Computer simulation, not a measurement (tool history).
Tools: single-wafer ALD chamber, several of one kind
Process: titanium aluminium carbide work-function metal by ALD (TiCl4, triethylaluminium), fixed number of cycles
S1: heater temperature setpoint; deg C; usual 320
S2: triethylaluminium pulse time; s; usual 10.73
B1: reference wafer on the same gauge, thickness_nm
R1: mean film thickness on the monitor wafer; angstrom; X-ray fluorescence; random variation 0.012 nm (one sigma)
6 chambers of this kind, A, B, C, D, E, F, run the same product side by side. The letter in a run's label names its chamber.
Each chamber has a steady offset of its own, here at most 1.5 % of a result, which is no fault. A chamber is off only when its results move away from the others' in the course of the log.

run,hour,S1,S2,B1,R1
1D,10.5,320,10.73,2.3415,22.322
2C,21.7,320,10.73,2.3439,21.665
# hour 27.6: chamber E: thermocouple changed; heater temperature recalibrated
3B,34.3,320,10.73,2.3403,22.162
4F,40.9,320,10.73,2.3385,22.058
# hour 45.9: chamber F: thermocouple changed; heater temperature recalibrated
# hour 46.2: chamber C: triethylaluminium bottle replaced
5A,48.5,320,10.73,2.3403,22.183
6E,56.2,320,8.73,2.3406,21.59
7B,63.7,320,8.73,2.3377,21.275
8D,73.6,320,8.73,2.3409,21.453
9F,86.6,320,8.73,2.3393,21.259
10A,99.7,320,8.73,2.3406,21.66
11C,114,320,8.73,2.3388,21.095
12E,121,320,10.73,2.3403,21.983
13A,129.7,320,10.73,2.3427,22.056
# hour 138.7: chamber F: triethylaluminium bottle replaced
14C,144.7,320,10.73,2.3387,21.978
15D,151.5,320,10.73,2.3397,22.062
16F,163.9,320,10.73,2.337,21.805
17E,178.1,320,10.73,2.3379,21.744
18B,185.4,314,8.78,2.339,21.233
19C,199,314,8.78,2.3364,20.897
20A,209.2,314,8.78,2.3409,20.771
# hour 215.4: chamber C: thermocouple changed; heater temperature recalibrated
21D,220,314,8.78,2.3372,20.715
22F,230,314,8.78,2.3391,20.771
23B,242.4,314,8.78,2.3392,20.967
24E,249.6,320,10.73,2.3405,21.957
25A,257.5,320,10.73,2.339,22.262
26D,268.1,315,10.73,2.3395,21.269
27B,279.1,315,10.73,2.3404,21.807
28C,293,315,10.73,2.3379,21.567
29F,301.6,315,10.73,2.3407,21.245
# hour 302.3: chamber A: thermocouple changed; heater temperature recalibrated
30E,313.9,315,10.73,2.3401,21.59
31B,325.2,315,10.73,2.3387,21.552
32C,332.8,320,10.73,2.3425,21.714
33F,345.3,320,10.73,2.3384,21.892
34D,357.7,320,10.73,2.3391,21.336
35E,372.4,320,10.73,2.341,21.935
36A,384.8,320,10.73,2.3417,22.294
37F,397.2,320,10.73,2.3392,22.039
38A,405.9,320,10.73,2.3385,22.273
39D,416.6,332,7.67,2.3429,19.789
40C,429.6,332,7.67,2.3407,21.792

All 6 chambers run these settings next. Forecast each chamber's results:
41A,440.4,311,10.73,,?
41B,440.4,311,10.73,,?
41C,440.4,311,10.73,,?
41D,440.4,311,10.73,,?
41E,440.4,311,10.73,,?
41F,440.4,311,10.73,,?

run,R1
41A,21.452
41B,21.287
41C,20.726
41D,20.1
41E,21.127
41F,20.963

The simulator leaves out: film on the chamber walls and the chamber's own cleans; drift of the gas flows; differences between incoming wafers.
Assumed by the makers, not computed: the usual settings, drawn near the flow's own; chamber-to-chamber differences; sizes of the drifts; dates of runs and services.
